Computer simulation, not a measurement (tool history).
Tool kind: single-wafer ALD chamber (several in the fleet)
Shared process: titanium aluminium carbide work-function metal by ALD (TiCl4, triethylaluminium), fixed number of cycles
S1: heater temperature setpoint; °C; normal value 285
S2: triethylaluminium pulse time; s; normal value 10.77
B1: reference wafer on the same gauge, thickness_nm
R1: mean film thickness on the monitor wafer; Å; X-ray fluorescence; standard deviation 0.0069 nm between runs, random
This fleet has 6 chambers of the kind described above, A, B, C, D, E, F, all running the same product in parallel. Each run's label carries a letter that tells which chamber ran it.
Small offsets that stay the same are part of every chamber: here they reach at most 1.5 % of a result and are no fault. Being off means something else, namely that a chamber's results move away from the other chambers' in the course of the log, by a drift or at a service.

{"run": "1A", "hour": 11.9, "S1": 285, "S2": 10.77, "B1": 1.89, "R1": 19.13}
{"run": "2F", "hour": 23.1, "S1": 285, "S2": 10.77, "B1": 1.8915, "R1": 19.105}
{"run": "3E", "hour": 33.3, "S1": 285, "S2": 10.77, "B1": 1.8903, "R1": 18.869}
{"hour": 37.9, "done": "chamber B: thermocouple changed; heater temperature recalibrated"}
{"run": "4C", "hour": 48.5, "S1": 285, "S2": 10.77, "B1": 1.8875, "R1": 18.544}
{"run": "5D", "hour": 57.7, "S1": 285, "S2": 10.77, "B1": 1.8888, "R1": 18.998}
{"run": "6B", "hour": 70.5, "S1": 285, "S2": 10.77, "B1": 1.8896, "R1": 18.827}
{"run": "7B", "hour": 84.8, "S1": 285, "S2": 10.77, "B1": 1.889, "R1": 18.9}
{"hour": 87.7, "done": "chamber C: triethylaluminium bottle replaced"}
{"run": "8E", "hour": 98.7, "S1": 285, "S2": 10.77, "B1": 1.891, "R1": 18.97}
{"run": "9A", "hour": 110.1, "S1": 285, "S2": 10.77, "B1": 1.8899, "R1": 19.059}
{"run": "10C", "hour": 122.3, "S1": 285, "S2": 10.77, "B1": 1.8902, "R1": 18.741}
{"hour": 130.9, "done": "chamber F: thermocouple changed; heater temperature recalibrated"}
{"run": "11F", "hour": 137.7, "S1": 285, "S2": 10.77, "B1": 1.8889, "R1": 19.061}
{"run": "12D", "hour": 145.0, "S1": 285, "S2": 10.77, "B1": 1.891, "R1": 18.86}
{"run": "13D", "hour": 153.0, "S1": 285, "S2": 10.77, "B1": 1.8912, "R1": 18.97}
{"run": "14E", "hour": 167.0, "S1": 285, "S2": 10.77, "B1": 1.889, "R1": 18.862}
{"run": "15F", "hour": 181.0, "S1": 285, "S2": 10.77, "B1": 1.8899, "R1": 19.015}
{"run": "16A", "hour": 187.9, "S1": 285, "S2": 10.77, "B1": 1.8894, "R1": 19.072}
{"run": "17C", "hour": 196.7, "S1": 285, "S2": 10.77, "B1": 1.8903, "R1": 18.739}
{"run": "18B", "hour": 204.7, "S1": 285, "S2": 10.77, "B1": 1.8898, "R1": 18.934}
{"run": "19D", "hour": 214.7, "S1": 285, "S2": 10.77, "B1": 1.8897, "R1": 19.066}
{"run": "20E", "hour": 227.2, "S1": 271, "S2": 10.77, "B1": 1.8888, "R1": 17.77}
{"run": "21A", "hour": 241.6, "S1": 271, "S2": 10.77, "B1": 1.89, "R1": 17.627}
{"run": "22C", "hour": 250.2, "S1": 271, "S2": 10.77, "B1": 1.891, "R1": 17.435}
{"run": "23B", "hour": 257.4, "S1": 271, "S2": 10.77, "B1": 1.8893, "R1": 17.484}
{"run": "24F", "hour": 270.6, "S1": 271, "S2": 10.77, "B1": 1.8917, "R1": 17.878}
{"run": "25A", "hour": 277.7, "S1": 271, "S2": 10.77, "B1": 1.8893, "R1": 17.6}
{"run": "26B", "hour": 292.5, "S1": 285, "S2": 10.77, "B1": 1.889, "R1": 18.899}
{"run": "27E", "hour": 299.7, "S1": 285, "S2": 8.03, "B1": 1.8888, "R1": 18.054}
{"run": "28D", "hour": 314.0, "S1": 285, "S2": 8.03, "B1": 1.8899, "R1": 18.154}
{"run": "29C", "hour": 327.8, "S1": 285, "S2": 8.03, "B1": 1.8898, "R1": 17.85}
{"run": "30F", "hour": 336.6, "S1": 285, "S2": 8.03, "B1": 1.8905, "R1": 18.358}
{"run": "31D", "hour": 344.3, "S1": 285, "S2": 8.03, "B1": 1.8916, "R1": 18.13}
{"run": "32F", "hour": 351.2, "S1": 285, "S2": 8.03, "B1": 1.8887, "R1": 18.334}
{"run": "33A", "hour": 365.2, "S1": 285, "S2": 10.77, "B1": 1.889, "R1": 18.416}
{"run": "34B", "hour": 378.0, "S1": 285, "S2": 10.77, "B1": 1.8891, "R1": 18.931}
{"run": "35C", "hour": 392.9, "S1": 285, "S2": 10.77, "B1": 1.8894, "R1": 18.654}
{"run": "36E", "hour": 404.0, "S1": 273, "S2": 10.77, "B1": 1.8905, "R1": 17.91}
{"run": "37E", "hour": 414.9, "S1": 273, "S2": 10.77, "B1": 1.8895, "R1": 17.93}
{"run": "38C", "hour": 428.4, "S1": 273, "S2": 10.77, "B1": 1.8899, "R1": 17.532}
{"run": "39B", "hour": 436.4, "S1": 273, "S2": 10.77, "B1": 1.8904, "R1": 17.76}
{"run": "40A", "hour": 445.8, "S1": 273, "S2": 10.77, "B1": 1.8898, "R1": 17.152}
{"run": "41F", "hour": 452.6, "S1": 273, "S2": 10.77, "B1": 1.891, "R1": 17.96}

The same settings go to every chamber for the next run, one line per chamber below. Forecast the results for each:
{"run": "42A", "hour": 463.8, "S1": 285, "S2": 10.77, "R1": "?"}
{"run": "42B", "hour": 463.8, "S1": 285, "S2": 10.77, "R1": "?"}
{"run": "42C", "hour": 463.8, "S1": 285, "S2": 10.77, "R1": "?"}
{"run": "42D", "hour": 463.8, "S1": 285, "S2": 10.77, "R1": "?"}
{"run": "42E", "hour": 463.8, "S1": 285, "S2": 10.77, "R1": "?"}
{"run": "42F", "hour": 463.8, "S1": 285, "S2": 10.77, "R1": "?"}

run=42A R1=18.261
run=42B R1=18.929
run=42C R1=18.656
run=42D R1=18.870
run=42E R1=18.984
run=42F R1=18.941

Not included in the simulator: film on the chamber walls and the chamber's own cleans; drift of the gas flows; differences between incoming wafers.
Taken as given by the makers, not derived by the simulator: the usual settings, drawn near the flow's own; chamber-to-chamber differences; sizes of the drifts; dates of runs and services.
